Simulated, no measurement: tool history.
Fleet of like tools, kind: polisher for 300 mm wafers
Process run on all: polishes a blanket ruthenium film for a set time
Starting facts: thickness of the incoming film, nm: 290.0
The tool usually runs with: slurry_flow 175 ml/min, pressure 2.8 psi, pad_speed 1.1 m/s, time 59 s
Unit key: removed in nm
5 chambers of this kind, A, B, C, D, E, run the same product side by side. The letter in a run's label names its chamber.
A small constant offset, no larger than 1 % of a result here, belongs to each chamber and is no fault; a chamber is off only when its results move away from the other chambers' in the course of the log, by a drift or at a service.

run   hour  slurry_flow  pressure  pad_speed  time  wafers polished on this pad  hours since the slurry nozzle was cleaned  hours since the head pressure was calibrated  removed
 1C    5.2          175       2.8        1.1    59                          568                                      176.2                                         258.9   85.457
 2A   10.5          175       2.8        1.1    59                         1421                                        559                                           595   87.764
      11.6  -- chamber A: worn pad replaced by a new one
 3D   15.7          175       2.8        1.1    59                          305                                        274                                         106.5   87.704
      21.5  -- chamber B: worn pad replaced by a new one
 4B   23.1          175       2.8        1.1    59                           16                                      359.5                                          60.9    89.58
      26.3  -- chamber C: slurry nozzle cleaned
 5E   28.1          175       2.8        1.1    59                          527                                        131                                         563.2   86.852
 6A   31.6          175       2.8        1.1    59                          193                                      580.1                                         616.1   87.915
      32.4  -- chamber E: worn pad replaced by a new one
      36.8  -- chamber D: worn pad replaced by a new one
 7B     39          175       2.8        1.1    59                          169                                      375.4                                          76.8   86.975
 8E   43.6          175       2.8        1.1    59                          108                                      146.5                                         578.7   88.049
 9C   49.4          175       2.8        1.1    59                          994                                       23.1                                         303.1    86.72
10D   55.2          175       2.8        1.1    59                          177                                      313.5                                           146   86.845
11A   60.1          175       2.8        1.1    59                          467                                      608.6                                         644.6   85.638
12C   63.7          175       2.8        1.1    59                         1132                                       37.4                                         317.4   87.282
13E   67.2          175       2.8        1.1    59                          336                                      170.1                                         602.3   86.286
14D   71.2          175       2.8        1.1    59                          331                                      329.5                                           162   87.061
15B   74.8          125       2.8        1.1    77                          514                                      411.2                                         112.6   107.47
16A   78.6          125       2.8        1.1    77                          645                                      627.1                                         663.1   106.34
      82.9  -- chamber C: worn pad replaced by a new one
17B   83.2          125       2.8        1.1    77                          595                                      419.6                                           121   107.49
      83.7  -- chamber B: worn pad replaced by a new one
        86  -- chamber E: worn pad replaced by a new one
      86.8  -- chamber D: worn pad replaced by a new one
18C     87          125       2.8        1.1    77                           40                                       60.7                                         340.7   106.93
19D     91          125       2.8        1.1    77                           40                                      349.3                                         181.8   105.32
20E     96          175       2.8        1.1    59                           96                                      198.9                                         631.1   86.077
21A  100.1          175       2.8        1.1    59                          853                                      648.6                                         684.6   86.563
22C  105.4          175       2.8        1.1    59                          217                                       79.1                                         359.1   88.145
23E  111.2          175       2.8        1.1    59                          243                                      214.1                                         646.3   83.654
     117.8  -- chamber C: head pressure recalibrated
24D    118          175       2.8        1.1    59                          300                                      376.3                                         208.8   85.517
25B  121.4          175       2.8        1.1    59                          363                                      457.8                                         159.2   86.871
26C    125          175       2.8        1.1    59                          406                                       98.7                                           7.2   87.713
27D  128.9          175       2.8        1.1    59                          406                                      387.2                                         219.7   87.097
28B  132.3          175       2.8        1.1    59                          468                                      468.7                                         170.1   87.601
29A  136.1          175       2.8        1.1    59                         1200                                      684.6                                         720.6   86.603
     136.3  -- chamber D: worn pad replaced by a new one
30E  140.2          175       2.8        1.1    59                          522                                      243.1                                         675.3   83.665
     140.8  -- chamber E: worn pad replaced by a new one
31D  147.8          175       2.8        1.1    59                          111                                      406.1                                         238.6   86.271
32E  151.6          175       2.8        1.1    59                          104                                      254.5                                         686.7   82.781

Predict what each chamber gives when all 5 of them run the settings below next.
33A  157.2          175       2.8        1.1    40                                                                                                                              ?
33B  157.2          175       2.8        1.1    40                                                                                                                              ?
33C  157.2          175       2.8        1.1    40                                                                                                                              ?
33D  157.2          175       2.8        1.1    40                                                                                                                              ?
33E  157.2          175       2.8        1.1    40                                                                                                                              ?

run  removed
33A    58.14
33B   59.011
33C   58.824
33D   59.468
33E   56.706

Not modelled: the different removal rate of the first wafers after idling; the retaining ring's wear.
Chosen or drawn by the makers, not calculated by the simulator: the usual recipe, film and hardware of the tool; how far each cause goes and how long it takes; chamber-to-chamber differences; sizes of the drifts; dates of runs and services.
